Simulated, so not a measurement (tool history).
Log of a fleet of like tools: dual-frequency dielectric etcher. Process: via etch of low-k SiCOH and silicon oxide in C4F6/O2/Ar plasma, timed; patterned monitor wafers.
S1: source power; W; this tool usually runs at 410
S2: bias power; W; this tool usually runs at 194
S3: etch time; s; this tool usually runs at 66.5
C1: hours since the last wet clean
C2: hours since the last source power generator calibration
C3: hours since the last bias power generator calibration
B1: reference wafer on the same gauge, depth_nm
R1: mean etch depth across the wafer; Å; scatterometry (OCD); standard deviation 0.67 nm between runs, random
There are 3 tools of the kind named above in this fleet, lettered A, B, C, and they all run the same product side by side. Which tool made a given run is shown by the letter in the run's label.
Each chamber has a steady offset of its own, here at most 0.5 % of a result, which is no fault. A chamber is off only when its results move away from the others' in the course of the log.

run,hour,S1,S2,S3,C1,C2,C3,B1,R1
1C,5.9,410,194,66.5,126.6,589.2,2366.9,192.04,1922.8
2A,14.5,410,194,66.5,368,702,993.6,191.98,1936.6
3B,20.9,410,194,66.5,136.7,2010.2,2655.4,192.13,1930.4
4B,30.3,410,194,66.5,146.1,2019.6,2664.8,192.07,1944
5C,35.4,320,194,66.5,156.1,618.7,2396.4,191.92,1753.7
6A,40.6,320,194,66.5,394.1,728.1,1019.7,191.83,1753.7
7C,46.4,320,194,66.5,167.1,629.7,2407.4,192.1,1768.6
8B,51.5,410,194,66.5,167.3,2040.8,2686,191.96,1945.7
9A,58.7,410,194,66.5,412.2,746.2,1037.8,192.19,1922.9
10C,65.4,410,194,66.5,186.1,648.7,2426.4,192.1,1929.5
11B,73.8,410,194,66.5,189.6,2063.1,2708.3,192.09,1930.8
# hour 77.8: chamber A: wet clean of the chamber
12A,83.8,410,194,66.5,6,771.3,1062.9,192.12,1928.4
13B,94.1,410,194,66.5,209.9,2083.4,2728.6,191.93,1920.5
14A,102.3,410,194,66.5,24.5,789.8,1081.4,191.93,1927.4
15C,107.8,470,194,73,228.5,691.1,2468.8,191.95,2233.1
16B,114.3,470,194,73,230.1,2103.6,2748.8,192.06,2241.7
17C,122.9,470,194,73,243.6,706.2,2483.9,191.94,2240.2
18A,128.3,410,194,66.5,50.5,815.8,1107.4,192.09,1930.3
19C,139.3,410,194,66.5,260,722.6,2500.3,191.82,1935.9
20A,145.6,410,194,66.5,67.8,833.1,1124.7,192.09,1925.1
21B,151.9,410,194,66.5,267.7,2141.2,2786.4,192.07,1946.8
22B,158.4,410,154,66.5,274.2,2147.7,2792.9,192.14,1816
23C,168.9,410,154,66.5,289.6,752.2,2529.9,191.96,1795.6
24A,175,410,154,66.5,97.2,862.5,1154.1,192.03,1800.3
25A,180.7,410,194,66.5,102.9,868.2,1159.8,192.1,1927.9
26C,185.5,410,194,66.5,306.2,768.8,2546.5,191.87,1923.9
27B,192.2,340,194,58.5,308,2181.5,2826.7,192.15,1605.5
28B,203,340,194,58.5,318.8,2192.3,2837.5,192.04,1602.7
29C,212.8,340,194,58.5,333.5,796.1,2573.8,192.07,1577.2
30A,222.4,410,194,66.5,144.6,909.9,1201.5,191.92,1925.2
31B,232.3,410,194,66.5,348.1,2221.6,2866.8,191.97,1980.1
32C,242.5,410,194,66.5,363.2,825.8,2603.5,191.97,1926.6

Is one chamber out of step, is the gauge drifting, or do the chambers differ by no more than their own small offsets? For an off chamber, give its letter and the likeliest cause.

Little by little, chamber B moves away from the other chambers.
Cause: etch rate over this chamber's usual, % = 2.75.

Chamber B could run next with any of the 4 candidate recipes listed below; each alters the usual settings, and their results appear as question marks. Which one brings its results back in line with what the other chambers deliver on the usual settings?
To be in line, a result may differ from the other chambers' mean on the usual settings by at most: R1 24 Å
33B-1,250.4,450,209,66.5,,,,,?
33B-2,250.4,350,194,66.5,,,,,?
33B-3,250.4,410,193,65,,,,,?
33B-4,250.4,440,194,66.5,,,,,?

On the usual settings, the other chambers give on average: R1 1930.5 Å
run,R1
33B-1,2113.1
33B-2,1868.9
33B-3,1940.9
33B-4,2045.1
The answer is 33B-3, which returns the chamber to within the allowed miss of the others.

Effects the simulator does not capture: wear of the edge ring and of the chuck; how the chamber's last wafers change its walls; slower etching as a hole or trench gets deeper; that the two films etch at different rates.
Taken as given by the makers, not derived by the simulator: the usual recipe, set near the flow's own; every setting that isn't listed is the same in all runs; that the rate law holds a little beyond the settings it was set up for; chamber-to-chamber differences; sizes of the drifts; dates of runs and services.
